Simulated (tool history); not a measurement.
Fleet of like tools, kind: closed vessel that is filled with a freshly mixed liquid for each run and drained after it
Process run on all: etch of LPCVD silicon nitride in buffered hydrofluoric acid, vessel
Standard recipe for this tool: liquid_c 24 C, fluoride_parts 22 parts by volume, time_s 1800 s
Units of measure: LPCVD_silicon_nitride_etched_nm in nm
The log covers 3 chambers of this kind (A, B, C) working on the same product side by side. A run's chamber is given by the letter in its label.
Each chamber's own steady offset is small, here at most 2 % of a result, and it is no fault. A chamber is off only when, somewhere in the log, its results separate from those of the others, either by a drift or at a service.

run   hour  liquid_c  fluoride_parts  time_s  read-back film thickness of the LPCVD silicon nitride reference wafer, read on the same gauge (nm)  LPCVD_silicon_nitride_etched_nm
 1A    5.1        24              22    1800                                                                                              70.008                            11.98
 2C   11.5        24              22    1800                                                                                              70.018                           11.825
 3B   18.1        24              22    1800                                                                                              70.009                           11.616
 4A     26        24              22    1800                                                                                              69.997                           12.054
 5C   35.3        24              22    1800                                                                                              69.963                           11.805
 6B   45.7        24              22    1800                                                                                              69.967                            11.97
 7A   50.5        24              22    1800                                                                                              69.974                           12.261
 8B     60        24              22    1800                                                                                              69.976                           11.795
 9C   65.5        24              22    1800                                                                                               70.01                           11.662
10A   74.5        24              22    2695                                                                                              70.022                           18.375
11B   80.7        24              22    2695                                                                                              69.986                           17.897
12C     88        24              22    2695                                                                                              69.974                            17.67
13B   96.8        24              22    1800                                                                                              69.996                           11.851
14A  103.4        24              22    1800                                                                                              70.033                           12.116
15C  113.1        24              22    1800                                                                                              69.995                           11.848
16B  123.9        24              22    1800                                                                                              69.997                            11.85
17A  131.1        24              22    1800                                                                                              70.011                           12.065
18C  135.8        24              22    1800                                                                                              69.998                           11.839
19C  145.5        24              22    1800                                                                                               69.98                           11.652
20B    153        24              22    1800                                                                                              69.995                           12.204
21A  159.6        24              22    1800                                                                                              69.987                           12.128
22B  164.8        24              22    1800                                                                                              70.009                           12.344
23A  173.7        24              22    1800                                                                                              69.996                           12.112
24C  183.6        24              22    1800                                                                                              70.008                           11.988
25B  193.6        24              22    1800                                                                                              70.015                           12.301
26A  198.8        24              22    1800                                                                                              70.019                           12.058
27C  205.4        24              22    1800                                                                                              69.998                           11.776
28A  211.6        24              22    1800                                                                                              70.014                           11.956
29C  220.6        24              22    1800                                                                                              69.946                           11.799
30B  228.7        24              22    1800                                                                                              70.008                           12.523

Next, every chamber runs the same settings. What will each give?
31A  236.5        24              16    1800                                                                                                                                    ?
31B  236.5        24              16    1800                                                                                                                                    ?
31C  236.5        24              16    1800                                                                                                                                    ?

run  LPCVD_silicon_nitride_etched_nm
31A                           16.301
31B                           16.579
31C                           15.868
